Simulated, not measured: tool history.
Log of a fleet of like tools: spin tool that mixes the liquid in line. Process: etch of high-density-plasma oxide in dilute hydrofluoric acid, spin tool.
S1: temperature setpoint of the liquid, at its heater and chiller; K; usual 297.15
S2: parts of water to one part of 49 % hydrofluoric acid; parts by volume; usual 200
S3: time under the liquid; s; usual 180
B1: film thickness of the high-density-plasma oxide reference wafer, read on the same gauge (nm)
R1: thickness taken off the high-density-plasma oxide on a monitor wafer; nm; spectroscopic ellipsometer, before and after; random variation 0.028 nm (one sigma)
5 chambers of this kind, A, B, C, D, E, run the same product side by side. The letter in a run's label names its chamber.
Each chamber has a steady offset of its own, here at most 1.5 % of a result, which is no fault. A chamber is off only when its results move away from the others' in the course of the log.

run,day,S1,S2,S3,B1,R1
# day 0.075: chamber E: hydrofluoric acid flow meter replaced
1A,0.250,297.15,200,180,69.986,5.4775
2B,0.592,297.15,200,180,69.996,5.4451
3D,0.900,297.15,200,180,69.990,5.4032
4C,1.142,297.15,200,180,69.974,5.4137
5E,1.367,297.15,200,180,69.991,5.4439
6A,1.779,297.15,200,180,70.008,5.4789
7B,2.000,297.15,200,180,70.000,5.4198
8E,2.225,297.15,200,180,70.034,5.4988
9C,2.462,297.15,200,180,70.029,5.4853
10D,2.838,292.65,155,180,69.987,6.1727
11C,3.204,292.65,155,180,70.021,6.2087
# day 3.317: chamber C: thermometer replaced
12B,3.442,292.65,155,180,69.989,6.2364
13E,3.842,292.65,155,180,70.031,6.2697
14A,4.146,292.65,155,180,69.995,6.1501
15D,4.529,297.15,200,180,69.995,5.4758
# day 4.712: chamber D: thermometer replaced
16E,4.875,297.15,200,180,69.993,5.5129
17D,5.317,297.15,200,180,69.991,5.4930
18A,5.579,297.15,200,180,70.033,5.4445
19B,5.825,297.15,200,180,70.006,5.4502
20C,6.133,297.15,200,180,69.989,5.5627
21E,6.375,297.15,200,180,69.969,5.5325
22B,6.692,297.15,200,180,69.990,5.4506
23C,6.900,297.15,200,180,69.955,5.6313
24A,7.192,297.15,200,180,70.023,5.4807
25D,7.546,297.15,200,180,70.003,5.5012
26D,7.779,297.15,200,180,70.004,5.3998
27E,8.008,297.15,200,180,70.029,5.4844
28C,8.308,297.15,200,180,69.979,5.6614
29B,8.583,297.15,200,180,70.007,5.4718
30A,8.858,297.15,200,180,69.983,5.5078
31D,9.104,297.15,200,180,69.980,5.5112
32C,9.396,297.15,200,180,70.011,5.6877
# day 9.450: chamber B: hydrofluoric acid flow meter replaced
33E,9.729,297.15,200,265,70.009,8.1510
34A,9.971,297.15,200,265,69.989,7.9813
35B,10.200,297.15,200,265,70.000,8.0228
36E,10.512,297.15,200,265,70.008,8.1456
37A,10.950,297.15,200,265,69.994,8.0323
38C,11.142,297.15,200,180,69.998,5.7692
39B,11.558,293.15,130,180,69.953,7.8153
40D,11.792,293.15,130,180,70.003,7.7890
41E,12.200,293.15,130,180,69.993,7.8437

Is one chamber off against the others, does the gauge drift, or is nothing wrong? If a chamber is off, say which, and what the likeliest cause is.

Chamber C drifts away from the others.
Cause: hydrofluoric acid flow above the setpoint (%) = 6.17.

Here are 4 candidates for chamber C's next run, each the usual settings with a change, their results left as question marks. Which one brings its results back in line with what the others give on the usual settings?
In line means no further than this from the other chambers' mean on the usual settings: R1 0.0960 nm
42C-1,12.517,297.15,195,185,,?
42C-2,12.517,297.15,205,175,,?
42C-3,12.517,294.65,200,180,,?
42C-4,12.517,297.15,185,180,,?

The other chambers' mean on the usual settings: R1 5.4581 nm
run,R1
42C-1,6.1419
42C-2,5.4736
42C-3,5.2682
42C-4,6.3603
42C-2 brings the chamber back in line.
